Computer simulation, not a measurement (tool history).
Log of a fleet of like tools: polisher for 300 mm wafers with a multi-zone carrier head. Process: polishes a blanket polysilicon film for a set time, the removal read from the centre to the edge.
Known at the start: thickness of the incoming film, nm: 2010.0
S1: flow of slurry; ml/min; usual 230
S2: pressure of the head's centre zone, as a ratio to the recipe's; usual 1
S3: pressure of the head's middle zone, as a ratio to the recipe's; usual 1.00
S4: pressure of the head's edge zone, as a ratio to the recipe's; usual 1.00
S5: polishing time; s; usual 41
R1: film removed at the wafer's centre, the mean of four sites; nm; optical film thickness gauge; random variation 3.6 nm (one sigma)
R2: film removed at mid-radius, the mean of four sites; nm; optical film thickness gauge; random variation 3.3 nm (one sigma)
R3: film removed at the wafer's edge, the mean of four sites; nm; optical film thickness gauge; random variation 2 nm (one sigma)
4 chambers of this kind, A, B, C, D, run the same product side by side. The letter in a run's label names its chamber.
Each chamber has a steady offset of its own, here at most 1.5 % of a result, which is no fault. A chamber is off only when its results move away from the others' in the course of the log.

{"run": "1D", "hour": 7.0, "S1": 230, "S2": 1, "S3": 1.0, "S4": 1.0, "S5": 41, "R1": 261.25, "R2": 263.63, "R3": 264.69}
{"hour": 10.2, "done": "chamber A: centre zone pressure recalibrated"}
{"run": "2A", "hour": 15.0, "S1": 230, "S2": 1, "S3": 1.0, "S4": 1.0, "S5": 41, "R1": 265.09, "R2": 260.91, "R3": 265.27}
{"hour": 15.4, "done": "chamber C: centre zone pressure recalibrated"}
{"run": "3C", "hour": 29.8, "S1": 230, "S2": 1, "S3": 1.0, "S4": 1.0, "S5": 41, "R1": 266.37, "R2": 264.91, "R3": 261.55}
{"hour": 32.4, "done": "chamber D: worn pad replaced by a new one"}
{"run": "4B", "hour": 45.4, "S1": 230, "S2": 1, "S3": 1.0, "S4": 1.0, "S5": 41, "R1": 251.66, "R2": 259.95, "R3": 261.25}
{"run": "5A", "hour": 59.0, "S1": 260, "S2": 1, "S3": 1.05, "S4": 1.0, "S5": 41, "R1": 275.76, "R2": 281.84, "R3": 262.63}
{"run": "6D", "hour": 74.1, "S1": 260, "S2": 1, "S3": 1.05, "S4": 1.0, "S5": 41, "R1": 265.99, "R2": 284.74, "R3": 270.75}
{"hour": 86.7, "done": "chamber D: centre zone pressure recalibrated"}
{"run": "7B", "hour": 87.8, "S1": 260, "S2": 1, "S3": 1.05, "S4": 1.0, "S5": 41, "R1": 260.57, "R2": 275.53, "R3": 267.72}
{"hour": 93.7, "done": "chamber A: worn pad replaced by a new one"}
{"run": "8C", "hour": 103.4, "S1": 260, "S2": 1, "S3": 1.05, "S4": 1.0, "S5": 41, "R1": 265.19, "R2": 282.12, "R3": 261.11}
{"run": "9C", "hour": 111.9, "S1": 230, "S2": 1, "S3": 1.0, "S4": 1.0, "S5": 41, "R1": 257.6, "R2": 260.07, "R3": 262.72}
{"hour": 114.5, "done": "chamber D: slurry nozzle cleaned"}
{"run": "10A", "hour": 122.9, "S1": 230, "S2": 1, "S3": 1.0, "S4": 0.91, "S5": 31, "R1": 202.4, "R2": 193.99, "R3": 187.27}
{"hour": 124.3, "done": "chamber B: worn pad replaced by a new one"}
{"run": "11B", "hour": 137.7, "S1": 230, "S2": 1, "S3": 1.0, "S4": 0.91, "S5": 31, "R1": 189.85, "R2": 194.03, "R3": 187.0}
{"run": "12D", "hour": 144.9, "S1": 230, "S2": 1, "S3": 1.0, "S4": 0.91, "S5": 31, "R1": 193.31, "R2": 197.64, "R3": 191.05}
{"run": "13A", "hour": 160.3, "S1": 230, "S2": 1, "S3": 1.0, "S4": 0.91, "S5": 31, "R1": 201.53, "R2": 196.43, "R3": 187.21}
{"hour": 160.4, "done": "chamber D: worn pad replaced by a new one"}
{"run": "14B", "hour": 169.4, "S1": 230, "S2": 1, "S3": 1.0, "S4": 1.0, "S5": 41, "R1": 245.34, "R2": 255.71, "R3": 259.29}
{"run": "15C", "hour": 182.9, "S1": 230, "S2": 1, "S3": 1.0, "S4": 1.0, "S5": 41, "R1": 258.05, "R2": 265.23, "R3": 261.88}
{"hour": 183.1, "done": "chamber C: worn pad replaced by a new one"}
{"hour": 184.3, "done": "chamber A: worn pad replaced by a new one"}
{"run": "16D", "hour": 197.3, "S1": 230, "S2": 1, "S3": 1.0, "S4": 1.0, "S5": 41, "R1": 266.02, "R2": 263.35, "R3": 267.07}
{"run": "17D", "hour": 208.7, "S1": 230, "S2": 1, "S3": 1.0, "S4": 1.0, "S5": 41, "R1": 266.01, "R2": 256.9, "R3": 263.37}
{"run": "18C", "hour": 222.1, "S1": 230, "S2": 1, "S3": 1.0, "S4": 1.0, "S5": 41, "R1": 256.61, "R2": 261.52, "R3": 260.99}
{"run": "19A", "hour": 229.1, "S1": 230, "S2": 1, "S3": 1.0, "S4": 1.0, "S5": 41, "R1": 258.4, "R2": 255.35, "R3": 261.49}
{"run": "20B", "hour": 244.1, "S1": 230, "S2": 1, "S3": 1.0, "S4": 1.0, "S5": 41, "R1": 238.46, "R2": 248.82, "R3": 253.42}
{"run": "21C", "hour": 255.0, "S1": 230, "S2": 1, "S3": 1.0, "S4": 1.0, "S5": 41, "R1": 254.84, "R2": 264.36, "R3": 259.88}
{"run": "22B", "hour": 262.7, "S1": 230, "S2": 1, "S3": 1.0, "S4": 1.0, "S5": 41, "R1": 235.86, "R2": 244.96, "R3": 253.96}
{"hour": 263.3, "done": "chamber D: edge zone pressure recalibrated"}
{"hour": 264.3, "done": "chamber A: slurry nozzle cleaned"}
{"run": "23A", "hour": 272.4, "S1": 230, "S2": 1, "S3": 1.0, "S4": 1.0, "S5": 41, "R1": 258.23, "R2": 254.18, "R3": 263.13}
{"hour": 274.5, "done": "chamber A: worn pad replaced by a new one"}
{"run": "24D", "hour": 284.9, "S1": 230, "S2": 1, "S3": 1.0, "S4": 1.0, "S5": 41, "R1": 260.81, "R2": 264.57, "R3": 265.12}
{"run": "25A", "hour": 295.8, "S1": 230, "S2": 1, "S3": 1.0, "S4": 1.0, "S5": 41, "R1": 264.71, "R2": 261.96, "R3": 261.06}

Next, every chamber runs the same settings. What will each give?
{"run": "26A", "hour": 307.1, "S1": 230, "S2": 1, "S3": 1.0, "S4": 1.04, "S5": 41, "R1": "?", "R2": "?", "R3": "?"}
{"run": "26B", "hour": 307.1, "S1": 230, "S2": 1, "S3": 1.0, "S4": 1.04, "S5": 41, "R1": "?", "R2": "?", "R3": "?"}
{"run": "26C", "hour": 307.1, "S1": 230, "S2": 1, "S3": 1.0, "S4": 1.04, "S5": 41, "R1": "?", "R2": "?", "R3": "?"}
{"run": "26D", "hour": 307.1, "S1": 230, "S2": 1, "S3": 1.0, "S4": 1.04, "S5": 41, "R1": "?", "R2": "?", "R3": "?"}

run=26A R1=264.06 R2=265.13 R3=268.48
run=26B R1=237.32 R2=232.56 R3=254.89
run=26C R1=260.89 R2=264.26 R3=262.04
run=26D R1=260.04 R2=261.33 R3=268.40

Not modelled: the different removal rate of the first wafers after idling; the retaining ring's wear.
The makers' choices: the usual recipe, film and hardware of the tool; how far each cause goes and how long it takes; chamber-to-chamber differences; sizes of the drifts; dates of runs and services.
